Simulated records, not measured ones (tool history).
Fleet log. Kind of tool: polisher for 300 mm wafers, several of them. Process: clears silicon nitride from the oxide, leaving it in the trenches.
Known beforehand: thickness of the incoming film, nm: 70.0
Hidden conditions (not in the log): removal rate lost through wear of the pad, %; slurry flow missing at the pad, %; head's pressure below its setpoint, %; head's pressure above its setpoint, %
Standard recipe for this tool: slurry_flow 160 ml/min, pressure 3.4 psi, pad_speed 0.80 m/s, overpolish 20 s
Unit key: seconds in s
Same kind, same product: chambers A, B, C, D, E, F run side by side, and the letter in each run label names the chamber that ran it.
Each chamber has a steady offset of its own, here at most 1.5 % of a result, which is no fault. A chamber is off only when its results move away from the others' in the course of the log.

| run | day | slurry_flow | pressure | pad_speed | overpolish | wafers polished on this pad | hours since the slurry nozzle was cleaned | hours since the head pressure was calibrated | seconds |
|---|---|---|---|---|---|---|---|---|---|
| 1A | 0.221 | 160 | 3.4 | 0.80 | 20 | 812 | 156.0 | 528.5 | 68.369 |
| 2B | 0.392 | 160 | 3.4 | 0.80 | 20 | 558 | 328.8 | 990.4 | 67.708 |
| 3D | 0.542 | 160 | 3.4 | 0.80 | 20 | 342 | 362.3 | 331.9 | 66.339 |
|  | 0.567 | chamber A: worn pad replaced by a new one |
| 4C | 0.733 | 160 | 3.4 | 0.80 | 20 | 1129 | 184.7 | 505.8 | 68.558 |
| 5F | 0.875 | 105 | 3.4 | 0.80 | 20 | 1074 | 191.3 | 548.8 | 73.437 |
|  | 0.954 | chamber B: head pressure recalibrated |
| 6E | 1.083 | 105 | 3.4 | 0.80 | 20 | 666 | 111.0 | 1240.0 | 73.400 |
| 7F | 1.296 | 105 | 3.4 | 0.80 | 20 | 1172 | 201.4 | 558.9 | 73.357 |
|  | 1.350 | chamber C: worn pad replaced by a new one |
| 8C | 1.421 | 105 | 3.4 | 0.80 | 20 | 17 | 201.2 | 522.3 | 73.395 |
| 9D | 1.617 | 105 | 3.4 | 0.80 | 20 | 593 | 388.1 | 357.7 | 72.192 |
| 10E | 1.833 | 105 | 3.4 | 0.80 | 20 | 841 | 129.0 | 1258.0 | 74.262 |
| 11B | 2.054 | 160 | 3.4 | 0.80 | 20 | 946 | 368.7 | 26.5 | 67.090 |
| 12A | 2.208 | 160 | 3.4 | 0.62 | 20 | 383 | 203.7 | 576.2 | 86.345 |
|  | 2.346 | chamber D: worn pad replaced by a new one |
| 13F | 2.362 | 160 | 3.4 | 0.62 | 20 | 1421 | 227.0 | 584.5 | 88.759 |
|  | 2.554 | chamber F: worn pad replaced by a new one |
| 14B | 2.617 | 160 | 3.4 | 0.62 | 20 | 1077 | 382.2 | 40.0 | 87.571 |
|  | 2.621 | chamber B: worn pad replaced by a new one |
| 15C | 2.854 | 160 | 3.4 | 0.62 | 20 | 351 | 235.6 | 556.7 | 87.894 |
|  | 3.017 | chamber E: worn pad replaced by a new one |
| 16A | 3.104 | 160 | 3.4 | 0.62 | 20 | 592 | 225.2 | 597.7 | 85.117 |
| 17D | 3.358 | 160 | 3.4 | 0.62 | 20 | 237 | 429.9 | 399.5 | 85.193 |
|  | 3.508 | chamber B: slurry nozzle cleaned |
| 18E | 3.608 | 160 | 3.4 | 0.80 | 20 | 138 | 171.6 | 1300.6 | 67.168 |
| 19A | 3.779 | 180 | 4.3 | 0.80 | 20 | 750 | 241.4 | 613.9 | 52.472 |
| 20B | 4.012 | 180 | 4.3 | 0.80 | 20 | 325 | 12.1 | 73.5 | 52.910 |
| 21E | 4.242 | 180 | 4.3 | 0.80 | 20 | 286 | 186.8 | 1315.8 | 51.574 |
|  | 4.258 | chamber A: worn pad replaced by a new one |
| 22F | 4.471 | 180 | 4.3 | 0.80 | 20 | 447 | 277.6 | 635.1 | 52.546 |
|  | 4.512 | chamber A: head pressure recalibrated |
| 23D | 4.704 | 180 | 4.3 | 0.80 | 20 | 551 | 462.2 | 431.8 | 52.250 |
| 24C | 4.950 | 180 | 4.3 | 0.80 | 20 | 841 | 285.9 | 607.0 | 52.905 |
| 25F | 5.071 | 160 | 3.4 | 0.80 | 20 | 587 | 292.0 | 649.5 | 66.688 |
| 26C | 5.229 | 160 | 3.4 | 0.80 | 20 | 906 | 292.6 | 613.7 | 67.340 |
| 27A | 5.408 | 160 | 3.4 | 0.80 | 20 | 268 | 280.5 | 21.5 | 74.133 |
| 28E | 5.650 | 160 | 3.4 | 0.80 | 20 | 615 | 220.6 | 1349.6 | 67.207 |
|  | 5.704 | chamber D: worn pad replaced by a new one |
| 29B | 5.812 | 160 | 3.4 | 0.80 | 20 | 745 | 55.3 | 116.7 | 68.691 |
| 30D | 6.071 | 160 | 3.4 | 0.80 | 20 | 86 | 495.0 | 464.6 | 65.824 |
| 31E | 6.258 | 160 | 3.4 | 0.80 | 20 | 757 | 235.2 | 1364.2 | 68.419 |
|  | 6.271 | chamber C: worn pad replaced by a new one |
| 32C | 6.425 | 160 | 3.4 | 0.80 | 20 | 36 | 321.3 | 642.4 | 67.277 |
| 33D | 6.600 | 160 | 3.4 | 0.80 | 20 | 209 | 507.7 | 477.3 | 67.159 |
| 34F | 6.758 | 110 | 4.3 | 0.80 | 20 | 981 | 332.5 | 690.0 | 57.855 |
| 35B | 6.938 | 110 | 4.3 | 0.80 | 20 | 1008 | 82.3 | 143.7 | 59.639 |
|  | 7.104 | chamber E: worn pad replaced by a new one |
| 36A | 7.121 | 110 | 4.3 | 0.80 | 20 | 668 | 321.6 | 62.6 | 62.466 |
|  | 7.150 | chamber B: worn pad replaced by a new one |
|  | 7.283 | chamber E: head pressure recalibrated |
| 37A | 7.371 | 110 | 4.3 | 0.80 | 20 | 727 | 327.6 | 68.6 | 62.411 |
| 38B | 7.596 | 110 | 4.3 | 0.80 | 20 | 104 | 98.1 | 159.5 | 56.587 |
| 39C | 7.712 | 110 | 4.3 | 0.80 | 20 | 337 | 352.2 | 673.3 | 57.632 |
| 40F | 7.892 | 160 | 3.4 | 0.80 | 20 | 1246 | 359.7 | 717.2 | 67.494 |
| 41D | 8.108 | 160 | 3.4 | 0.80 | 20 | 561 | 543.9 | 513.5 | 66.740 |
| 42E | 8.312 | 160 | 3.4 | 0.80 | 20 | 282 | 284.5 | 24.7 | 66.481 |
| 43E | 8.467 | 160 | 3.4 | 0.80 | 20 | 318 | 288.2 | 28.4 | 65.268 |

Next, all 6 chambers run the settings below, one line each with question marks for the results. What does each chamber give?
| 44A | 8.654 | 160 | 3.4 | 0.90 | 20 |  |  |  | ? |
| 44B | 8.654 | 160 | 3.4 | 0.90 | 20 |  |  |  | ? |
| 44C | 8.654 | 160 | 3.4 | 0.90 | 20 |  |  |  | ? |
| 44D | 8.654 | 160 | 3.4 | 0.90 | 20 |  |  |  | ? |
| 44E | 8.654 | 160 | 3.4 | 0.90 | 20 |  |  |  | ? |
| 44F | 8.654 | 160 | 3.4 | 0.90 | 20 |  |  |  | ? |

| run | seconds |
|---|---|
| 44A | 64.810 |
| 44B | 58.651 |
| 44C | 60.374 |
| 44D | 60.068 |
| 44E | 59.927 |
| 44F | 60.602 |
